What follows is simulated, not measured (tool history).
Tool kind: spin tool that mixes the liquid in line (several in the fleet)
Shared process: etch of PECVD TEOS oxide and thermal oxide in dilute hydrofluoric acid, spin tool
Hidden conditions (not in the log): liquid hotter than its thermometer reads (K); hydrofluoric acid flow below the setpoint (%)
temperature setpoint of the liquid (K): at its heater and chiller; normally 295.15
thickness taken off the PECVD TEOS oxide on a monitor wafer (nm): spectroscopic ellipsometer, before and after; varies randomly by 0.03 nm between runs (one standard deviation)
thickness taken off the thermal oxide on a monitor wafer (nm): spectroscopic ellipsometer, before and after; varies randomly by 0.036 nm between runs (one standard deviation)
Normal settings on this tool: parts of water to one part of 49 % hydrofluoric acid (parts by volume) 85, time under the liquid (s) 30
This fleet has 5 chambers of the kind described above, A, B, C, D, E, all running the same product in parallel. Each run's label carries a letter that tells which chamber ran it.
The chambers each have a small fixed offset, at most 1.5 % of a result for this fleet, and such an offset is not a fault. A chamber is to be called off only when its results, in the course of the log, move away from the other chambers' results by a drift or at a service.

run,hour,temperature setpoint of the liquid (K),parts of water to one part of 49 % hydrofluoric acid (parts by volume),time under the liquid (s),hours since the thermometer was replaced,hours since the hydrofluoric acid flow meter was replaced,"read-back film thickness of the PECVD TEOS oxide reference wafer, read on the same gauge (nm)","read-back film thickness of the thermal oxide reference wafer, read on the same gauge (nm)",thickness taken off the PECVD TEOS oxide on a monitor wafer (nm),thickness taken off the thermal oxide on a monitor wafer (nm)
1D,6.8,295.15,85,30,1683.7,13,100.01,149.98,4.4143,1.495
# hour 10.6: chamber C: thermometer replaced
2E,14.9,295.15,85,30,57.4,574.6,100,149.98,4.4199,1.4959
3B,22.2,295.15,85,30,1358.9,108.9,100.01,150,4.385,1.5178
4A,34.8,295.15,85,30,344.1,2001.8,99.997,150,4.3967,1.5505
5C,48.9,290.65,85,30,38.4,348.9,99.993,149.98,3.6439,1.2442
6E,58.2,290.65,85,30,100.7,617.9,99.987,150.02,3.7218,1.2786
7B,67.2,290.65,85,30,1403.9,153.9,99.995,150.02,3.6369,1.254
8C,80.6,290.65,85,30,70.1,380.6,99.998,149.99,3.674,1.2767
9D,90,290.65,85,30,1766.9,96.2,100.01,149.97,3.6524,1.2401
10A,103.5,295.15,85,30,412.8,2070.5,99.985,150.02,4.4057,1.5723
11D,117.5,298.15,85,30,1794.4,123.7,100.01,150,5.0188,1.6799
12E,127.2,298.15,85,30,169.7,686.9,99.983,150.02,5.0058,1.5805
13B,139.3,298.15,85,30,1476,226,99.979,150.01,4.9226,1.6956
14C,147.5,298.15,85,30,137,447.5,99.994,150,4.9862,1.6487
15A,158.7,298.15,85,30,468,2125.7,100.01,150,4.9732,1.7656
# hour 171.2: chamber C: hydrofluoric acid flow meter replaced
16C,172.1,295.15,85,30,161.6,0.9,99.994,150.02,4.4106,1.4712
17A,180.4,295.15,85,30,489.7,2147.4,100,149.99,4.3542,1.5795
18E,187.5,297.15,115,30,230,747.2,100,150.01,3.4263,1.1451
19D,195.8,297.15,115,30,1872.7,202,99.998,149.98,3.453,1.1587
20B,203.6,297.15,115,30,1540.3,290.3,99.992,149.99,3.4243,1.151
21E,211.5,297.15,115,30,254,771.2,100.01,149.98,3.4273,1.1847
22A,223.4,297.15,115,30,532.7,2190.4,99.991,149.99,3.3413,1.1837
23B,236.1,295.15,85,30,1572.8,322.8,99.991,149.98,4.3815,1.5513
24D,243.1,295.15,85,30,1920,249.3,100,149.99,4.389,1.5079
25C,251.8,295.15,85,30,241.3,80.6,99.972,150.01,4.4335,1.4687
26E,261.6,295.15,85,30,304.1,821.3,100,150.02,4.413,1.5093
27D,270.7,295.15,85,30,1947.6,276.9,100.01,150.01,4.4354,1.4327
28C,281.7,295.15,85,30,271.2,110.5,99.992,150.03,4.4204,1.5559
29B,291.5,295.15,85,30,1628.2,378.2,100.01,149.98,4.3778,1.5253
30A,305.6,295.15,85,30,614.9,2272.6,100.01,149.99,4.3633,1.5324
31D,318.3,295.15,85,30,1995.2,324.5,100.01,149.99,4.4384,1.4814
32C,324.7,295.15,85,30,314.2,153.5,99.995,150.03,4.4199,1.5313
33B,337,295.15,85,30,1673.7,423.7,99.995,149.98,4.3546,1.4936
34E,349.2,295.15,85,30,391.7,908.9,99.988,149.99,4.4431,1.5324
35A,355.6,295.15,85,30,664.9,2322.6,99.996,150.01,4.3643,1.5483
36B,367.8,295.15,85,30,1704.5,454.5,99.985,150,4.3827,1.5205

All 5 chambers run these settings next. Forecast each chamber's results:
37A,378.2,295.15,85,30,,,,,?,?
37B,378.2,295.15,85,30,,,,,?,?
37C,378.2,295.15,85,30,,,,,?,?
37D,378.2,295.15,85,30,,,,,?,?
37E,378.2,295.15,85,30,,,,,?,?

run,thickness taken off the PECVD TEOS oxide on a monitor wafer (nm),thickness taken off the thermal oxide on a monitor wafer (nm)
37A,4.4013,1.4883
37B,4.4072,1.5497
37C,4.3895,1.4747
37D,4.3792,1.5408
37E,4.4609,1.5026
